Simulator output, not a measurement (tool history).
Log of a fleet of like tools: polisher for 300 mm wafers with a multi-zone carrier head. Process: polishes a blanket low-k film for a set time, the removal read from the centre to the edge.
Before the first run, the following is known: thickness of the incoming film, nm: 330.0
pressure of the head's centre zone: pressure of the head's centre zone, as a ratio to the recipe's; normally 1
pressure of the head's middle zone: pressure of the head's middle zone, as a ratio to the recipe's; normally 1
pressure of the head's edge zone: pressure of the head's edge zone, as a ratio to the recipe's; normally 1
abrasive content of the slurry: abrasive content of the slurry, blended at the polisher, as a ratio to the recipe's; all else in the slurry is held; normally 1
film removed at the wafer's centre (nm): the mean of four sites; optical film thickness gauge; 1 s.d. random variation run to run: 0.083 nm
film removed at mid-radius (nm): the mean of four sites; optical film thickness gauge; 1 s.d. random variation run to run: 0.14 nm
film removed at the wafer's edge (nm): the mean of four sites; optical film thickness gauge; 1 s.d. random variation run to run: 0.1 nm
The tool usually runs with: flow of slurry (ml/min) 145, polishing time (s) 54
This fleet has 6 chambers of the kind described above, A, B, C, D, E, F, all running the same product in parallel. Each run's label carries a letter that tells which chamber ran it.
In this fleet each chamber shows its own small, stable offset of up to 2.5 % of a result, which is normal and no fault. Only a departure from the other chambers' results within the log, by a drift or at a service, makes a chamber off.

run   hour  flow of slurry (ml/min)  pressure of the head's centre zone  pressure of the head's middle zone  pressure of the head's edge zone  abrasive content of the slurry  polishing time (s)  wafers polished on this pad  hours since the slurry nozzle was cleaned  hours since the centre zone pressure was calibrated  hours since the edge zone pressure was calibrated  film removed at the wafer's centre (nm)  film removed at mid-radius (nm)  film removed at the wafer's edge (nm)
       1.3  -- chamber C: centre zone pressure recalibrated
 1A    3.8                      145                                   1                                   1                                 1                               1                  54                          967                                       21.8                                                734.5                                              632.4                                     11.8                           11.608                                 11.767
 2C    6.9                      145                                   1                                   1                                 1                               1                  54                         1443                                      294.6                                                  5.6                                              233.4                                   11.983                            11.64                                 11.836
       7.3  -- chamber B: worn pad replaced by a new one
      10.3  -- chamber A: worn pad replaced by a new one
 3B   11.6                      145                                   1                                   1                                 1                               1                  54                           40                                      308.2                                                228.8                                              423.4                                   11.964                           11.898                                 12.125
 4F   14.3                      145                                   1                                   1                                 1                               1                  54                          239                                      129.1                                                692.9                                              312.1                                   11.928                           11.983                                  11.82
 5E   17.5                      145                                   1                                   1                                 1                               1                  54                          927                                      197.5                                                133.2                                              412.1                                   11.931                           12.166                                  11.91
      18.2  -- chamber C: worn pad replaced by a new one
 6D   20.4                      145                                   1                                   1                                 1                               1                  54                          595                                      589.1                                                 30.4                                              882.4                                   11.852                           11.831                                 11.839
 7A   23.9                      145                                   1                                   1                                 1                               1                  54                          126                                       41.9                                                754.6                                              652.5                                   12.019                           11.748                                 11.954
 8C   28.8                      145                                   1                                   1                                 1                               1                  54                           98                                      316.5                                                 27.5                                              255.3                                   11.983                           11.642                                 11.807
 9E   33.6                      145                                   1                                   1                                 1                               1                  54                         1076                                      213.6                                                149.3                                              428.2                                   11.929                           11.708                                 11.877
10F     38                      145                                   1                                   1                                 1                               1                  54                          458                                      152.8                                                716.6                                              335.8                                   11.701                           11.744                                 11.743
11B   42.7                      145                                   1                                   1                                 1                               1                  54                          328                                      339.3                                                259.9                                              454.5                                   11.989                           11.813                                 12.264
      42.8  -- chamber A: edge zone pressure recalibrated
      43.4  -- chamber E: worn pad replaced by a new one
12D   46.8                      145                                   1                                   1                                 1                               1                  54                          839                                      615.5                                                 56.8                                              908.8                                   11.915                           12.028                                 11.755
13B   49.4                      145                                   1                                   1                              1.05                               1                  54                          390                                        346                                                266.6                                              461.2                                   11.969                           11.821                                  12.45
14E   51.7                      145                                   1                                   1                              1.05                               1                  54                           77                                      231.7                                                167.4                                              446.3                                   11.973                           11.872                                 12.058
      54.9  -- chamber D: worn pad replaced by a new one
15C   55.8                      145                                   1                                   1                              1.05                               1                  54                          348                                      343.5                                                 54.5                                              282.3                                    11.98                           12.024                                 12.339
      56.2  -- chamber F: centre zone pressure recalibrated
16A   59.7                      145                                   1                                   1                              1.05                               1                  54                          458                                       77.7                                                790.4                                                 17                                   12.033                           11.769                                 12.177
17F   64.5                      145                                   1                                   1                              1.05                               1                  54                          704                                      179.3                                                  8.3                                              362.3                                   11.549                            11.63                                 12.007
18D   67.2                      145                                   1                                   1                              1.05                               1                  54                          114                                      635.9                                                 77.2                                              929.2                                   11.987                           11.875                                 12.222
19F   70.5                      145                                   1                                   1                                 1                               1                  54                          759                                      185.3                                                 14.3                                              368.3                                   11.624                           11.697                                 11.568
      75.4  -- chamber D: slurry nozzle cleaned
20A   75.5                      145                                   1                                   1                                 1                               1                  54                          604                                       93.5                                                806.2                                               32.8                                    11.84                           11.911                                 12.001
21B     80                      145                                   1                                   1                                 1                               1                  54                          673                                      376.6                                                297.2                                              491.8                                   11.781                           11.778                                 12.236
22C   83.6                      145                                   1                                   1                                 1                               1                  54                          605                                      371.3                                                 82.3                                              310.1                                   11.968                           11.591                                  11.75
23D   86.9                      145                                   1                                   1                                 1                               1                  54                          296                                       11.6                                                 96.9                                              948.9                                   12.077                           11.994                                 11.911
24E   90.8                      145                                   1                                   1                                 1                               1                  43                          439                                      270.8                                                206.5                                              485.4                                   9.5402                           9.5647                                 9.4535
      92.6  -- chamber C: slurry nozzle cleaned
25F   94.8                      145                                   1                                   1                                 1                               1                  43                          984                                      209.6                                                 38.6                                              392.6                                   9.0581                           9.0856                                 9.3111
26C   98.3                      145                                   1                                   1                                 1                               1                  43                          742                                        5.8                                                   97                                              324.8                                    9.571                            9.391                                 9.4381
27E  102.2                      145                                   1                                   1                                 1                               1                  43                          544                                      282.2                                                217.9                                              496.8                                   9.4003                           9.3925                                 9.4113
28D  106.6                      145                                   1                                   1                                 1                               1                  43                          478                                       31.3                                                116.6                                              968.6                                   9.6151                           9.5576                                 9.5252
     108.1  -- chamber F: worn pad replaced by a new one
29B  109.8                      145                                   1                                   1                                 1                               1                  43                          949                                      406.4                                                  327                                              521.6                                    9.459                           9.3508                                 9.6611
30A  113.2                      145                                   1                                   1                                 1                               1                  54                          953                                      131.2                                                843.9                                               70.5                                   11.738                           11.656                                  11.82
     117.2  -- chamber A: worn pad replaced by a new one
31F  118.2                      145                                   1                                   1                                 1                               1                  54                           93                                        233                                                   62                                                416                                   11.107                           11.244                                 11.417
32A  121.8                      145                                   1                                   1                                 1                               1                  54                           42                                      139.8                                                852.5                                               79.1                                   11.969                           12.103                                 11.915
33D  126.7                      145                                   1                                   1                                 1                               1                  54                          665                                       51.4                                                136.7                                              988.7                                   11.941                           12.233                                 11.978
34B  129.2                      145                                   1                                   1                                 1                               1                  36                         1129                                      425.8                                                346.4                                                541                                   7.8974                           7.9864                                 8.0343
35E  132.5                      145                                   1                                   1                                 1                               1                  36                          825                                      312.5                                                248.2                                              527.1                                   7.9604                           7.9708                                 7.9208
36C  136.4                      145                                   1                                   1                                 1                               1                  36                         1094                                       43.9                                                135.1                                              362.9                                   7.9116                            7.802                                 7.9626
37E  140.5                      145                                   1                                   1                                 1                               1                  36                          899                                      320.5                                                256.2                                              535.1                                   8.0268                           7.9006                                 7.9701
38D    144                      145                                   1                                   1                                 1                               1                  36                          825                                       68.7                                                  154                                               1006                                   8.0001                           7.8676                                 7.9838
39F  146.2                      145                                   1                                   1                                 1                               1                  36                          352                                        261                                                   90                                                444                                   7.1653                           7.3838                                 7.4902
40C  149.3                      145                                   1                                   1                                 1                               1                  54                         1214                                       56.8                                                  148                                              375.8                                    11.93                           11.848                                 11.781

Which is it: a chamber that has drifted or been left off by a service, a gauge drift common to all chambers, or only each chamber's usual small offset? If a chamber is off, name it and its likeliest cause.

It is chamber F that slowly wanders off from its peers.
Most likely cause: slurry flow missing at the pad, % = 29.8.

Here are 4 candidates for chamber F's next run, each the usual settings with a change, their results left as question marks. Which one brings its results back in line with what the others give on the usual settings?
Maximum distance from the other chambers' mean on the usual settings for a result to count as in line: film removed at the wafer's centre (nm) 0.29; film removed at mid-radius (nm) 0.5; film removed at the wafer's edge (nm) 0.36
41F-1   153                      150                                1.01                                1.01                              0.99                               1                  56                                                                                                                                                                                                                        ?                                ?                                      ?
41F-2   153                      150                                1.03                                1.01                              0.98                               1                  57                                                                                                                                                                                                                        ?                                ?                                      ?
41F-3   153                      140                                0.99                                0.99                              1.01                               1                  52                                                                                                                                                                                                                        ?                                ?                                      ?
41F-4   153                      140                                0.97                                0.99                              1.02                               1                  51                                                                                                                                                                                                                        ?                                ?                                      ?

Average result of the remaining chambers running the usual settings: film removed at the wafer's centre (nm) 11.922; film removed at mid-radius (nm) 11.892; film removed at the wafer's edge (nm) 11.923
  run  film removed at the wafer's centre (nm)  film removed at mid-radius (nm)  film removed at the wafer's edge (nm)
41F-1                                   11.459                           11.556                                 11.675
41F-2                                   11.919                           11.762                                 11.821
41F-3                                   10.176                           10.332                                 10.815
41F-4                                   9.7571                           10.135                                 10.663
The right change is 41F-2: it brings the chamber back within the allowed miss of the others.

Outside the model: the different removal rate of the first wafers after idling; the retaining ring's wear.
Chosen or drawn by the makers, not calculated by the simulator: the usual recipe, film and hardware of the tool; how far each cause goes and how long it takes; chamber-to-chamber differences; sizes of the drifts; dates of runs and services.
